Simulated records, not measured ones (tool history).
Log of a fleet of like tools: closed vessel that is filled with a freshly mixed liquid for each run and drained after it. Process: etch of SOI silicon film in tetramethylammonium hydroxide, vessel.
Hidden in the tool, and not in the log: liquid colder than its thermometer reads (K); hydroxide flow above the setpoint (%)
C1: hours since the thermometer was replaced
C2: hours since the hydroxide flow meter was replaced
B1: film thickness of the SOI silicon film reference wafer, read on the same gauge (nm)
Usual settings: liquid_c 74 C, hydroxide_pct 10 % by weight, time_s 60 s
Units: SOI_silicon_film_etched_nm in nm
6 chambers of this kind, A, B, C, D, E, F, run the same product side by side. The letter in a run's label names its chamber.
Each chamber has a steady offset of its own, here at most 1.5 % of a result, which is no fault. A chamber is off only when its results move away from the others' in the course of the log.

At hour 4.3: chamber E: thermometer replaced.
Run 1B, hour 8.5: usual settings; C1 487.3; C2 114.2; B1 39.964. Result: SOI_silicon_film_etched_nm 540.22 nm.
Run 2C, hour 13.6: usual settings; C1 342.1; C2 1862.7; B1 40.028. Result: SOI_silicon_film_etched_nm 524.21 nm.
Run 3F, hour 17.6: usual settings; C1 289.3; C2 838; B1 40.028. Result: SOI_silicon_film_etched_nm 525.38 nm.
Run 4E, hour 25.4: usual settings; C1 21.2; C2 656.7; B1 39.991. Result: SOI_silicon_film_etched_nm 530.83 nm.
Run 5A, hour 32.9: usual settings; C1 887; C2 963.4; B1 40.026. Result: SOI_silicon_film_etched_nm 537.98 nm.
Run 6D, hour 38.8: usual settings; C1 958.5; C2 1137.7; B1 40.024. Result: SOI_silicon_film_etched_nm 527.57 nm.
Run 7A, hour 43.7: usual settings; C1 897.8; C2 974.2; B1 39.999. Result: SOI_silicon_film_etched_nm 538.2 nm.
Run 8B, hour 47.8: usual settings; C1 526.6; C2 153.5; B1 40.01. Result: SOI_silicon_film_etched_nm 537.6 nm.
Run 9D, hour 55.6: usual settings; C1 975.3; C2 1154.5; B1 39.998. Result: SOI_silicon_film_etched_nm 527.88 nm.
Run 10C, hour 60.1: usual settings; C1 388.6; C2 1909.2; B1 40.019. Result: SOI_silicon_film_etched_nm 530.14 nm.
Run 11E, hour 66.6: usual settings; C1 62.4; C2 697.9; B1 39.981. Result: SOI_silicon_film_etched_nm 537.37 nm.
Run 12F, hour 74.1: usual settings; C1 345.8; C2 894.5; B1 40.03. Result: SOI_silicon_film_etched_nm 532.12 nm.
Run 13B, hour 80: usual settings; C1 558.8; C2 185.7; B1 40.039. Result: SOI_silicon_film_etched_nm 534.42 nm.
Run 14D, hour 87.9: usual settings but liquid_c 70.5 C, time_s 80 s; C1 1007.6; C2 1186.8; B1 39.984. Result: SOI_silicon_film_etched_nm 571.09 nm.
Run 15C, hour 95.2: usual settings but liquid_c 70.5 C, time_s 80 s; C1 423.7; C2 1944.3; B1 40.015. Result: SOI_silicon_film_etched_nm 574.12 nm.
Run 16E, hour 101: usual settings but liquid_c 70.5 C, time_s 80 s; C1 96.8; C2 732.3; B1 40.034. Result: SOI_silicon_film_etched_nm 577.44 nm.
Run 17F, hour 105.2: usual settings but liquid_c 70.5 C, time_s 80 s; C1 376.9; C2 925.6; B1 39.959. Result: SOI_silicon_film_etched_nm 585.12 nm.
Run 18A, hour 113.6: usual settings but liquid_c 70.5 C, time_s 80 s; C1 967.7; C2 1044.1; B1 40.02. Result: SOI_silicon_film_etched_nm 585.84 nm.
Run 19B, hour 122: usual settings but liquid_c 70.5 C, time_s 80 s; C1 600.8; C2 227.7; B1 40.004. Result: SOI_silicon_film_etched_nm 585.25 nm.
Run 20D, hour 126.5: usual settings; C1 1046.2; C2 1225.4; B1 40.023. Result: SOI_silicon_film_etched_nm 525.47 nm.
Run 21C, hour 134.7: usual settings; C1 463.2; C2 1983.8; B1 39.994. Result: SOI_silicon_film_etched_nm 519.08 nm.
Run 22E, hour 139.6: usual settings but liquid_c 77.5 C, hydroxide_pct 8 % by weight; C1 135.4; C2 770.9; B1 40.013. Result: SOI_silicon_film_etched_nm 707.91 nm.
Run 23F, hour 145.6: usual settings but liquid_c 77.5 C, hydroxide_pct 8 % by weight; C1 417.3; C2 966; B1 39.987. Result: SOI_silicon_film_etched_nm 692.59 nm.
Run 24A, hour 152.9: usual settings but liquid_c 77.5 C, hydroxide_pct 8 % by weight; C1 1007; C2 1083.4; B1 40.001. Result: SOI_silicon_film_etched_nm 704.13 nm.
Run 25F, hour 156.8: usual settings but liquid_c 77.5 C, hydroxide_pct 8 % by weight; C1 428.5; C2 977.2; B1 40.017. Result: SOI_silicon_film_etched_nm 695.58 nm.
Run 26C, hour 161.1: usual settings but liquid_c 77.5 C, hydroxide_pct 8 % by weight; C1 489.6; C2 2010.2; B1 39.991. Result: SOI_silicon_film_etched_nm 688.35 nm.
Run 27D, hour 168.1: usual settings but liquid_c 77.5 C, hydroxide_pct 8 % by weight; C1 1087.8; C2 1267; B1 40.014. Result: SOI_silicon_film_etched_nm 695.7 nm.
Run 28E, hour 173.1: usual settings; C1 168.9; C2 804.4; B1 40.013. Result: SOI_silicon_film_etched_nm 535.85 nm.
At hour 173.8: chamber C: thermometer replaced.
Run 29B, hour 178.1: usual settings; C1 656.9; C2 283.8; B1 39.975. Result: SOI_silicon_film_etched_nm 533.26 nm.
Run 30A, hour 185.3: usual settings; C1 1039.4; C2 1115.8; B1 40.038. Result: SOI_silicon_film_etched_nm 544.31 nm.
Run 31A, hour 189.7: usual settings; C1 1043.8; C2 1120.2; B1 39.977. Result: SOI_silicon_film_etched_nm 538.29 nm.
Run 32B, hour 195.5: usual settings; C1 674.3; C2 301.2; B1 39.978. Result: SOI_silicon_film_etched_nm 539.63 nm.
Run 33E, hour 202: usual settings; C1 197.8; C2 833.3; B1 39.982. Result: SOI_silicon_film_etched_nm 535.8 nm.
Run 34D, hour 210.8: usual settings; C1 1130.5; C2 1309.7; B1 39.979. Result: SOI_silicon_film_etched_nm 529.03 nm.
Run 35C, hour 217.4: usual settings; C1 43.7; C2 2066.5; B1 39.991. Result: SOI_silicon_film_etched_nm 523.41 nm.
Run 36F, hour 226.1: usual settings; C1 497.8; C2 1046.5; B1 39.998. Result: SOI_silicon_film_etched_nm 503.07 nm.
Run 37A, hour 232.3: usual settings; C1 1086.4; C2 1162.8; B1 39.986. Result: SOI_silicon_film_etched_nm 536.15 nm.
Run 38C, hour 239.1: usual settings; C1 65.4; C2 2088.2; B1 40.014. Result: SOI_silicon_film_etched_nm 515.63 nm.
Run 39B, hour 246.2: usual settings; C1 725; C2 351.9; B1 39.987. Result: SOI_silicon_film_etched_nm 534.7 nm.
Run 40F, hour 254.3: usual settings; C1 526; C2 1074.7; B1 39.99. Result: SOI_silicon_film_etched_nm 496.59 nm.
Run 41E, hour 261.6: usual settings; C1 257.4; C2 892.9; B1 40.006. Result: SOI_silicon_film_etched_nm 538.79 nm.
At hour 265.4: chamber F: hydroxide flow meter replaced.
Run 42D, hour 266.4: usual settings; C1 1186.1; C2 1365.3; B1 39.971. Result: SOI_silicon_film_etched_nm 524.82 nm.
Run 43B, hour 270.3: usual settings; C1 749.1; C2 376; B1 40.046. Result: SOI_silicon_film_etched_nm 537.36 nm.
Run 44F, hour 275.1: usual settings but hydroxide_pct 11 % by weight, time_s 40 s; C1 546.8; C2 9.7; B1 39.963. Result: SOI_silicon_film_etched_nm 316.84 nm.

Next, every chamber runs the same settings. What will each give?
Run 45A, hour 281.5: usual settings. Result: SOI_silicon_film_etched_nm ?.
Run 45B, hour 281.5: usual settings. Result: SOI_silicon_film_etched_nm ?.
Run 45C, hour 281.5: usual settings. Result: SOI_silicon_film_etched_nm ?.
Run 45D, hour 281.5: usual settings. Result: SOI_silicon_film_etched_nm ?.
Run 45E, hour 281.5: usual settings. Result: SOI_silicon_film_etched_nm ?.
Run 45F, hour 281.5: usual settings. Result: SOI_silicon_film_etched_nm ?.

run  SOI_silicon_film_etched_nm
45A                      538.23
45B                      532.64
45C                      523.36
45D                      529.96
45E                      536.43
45F                      484.99
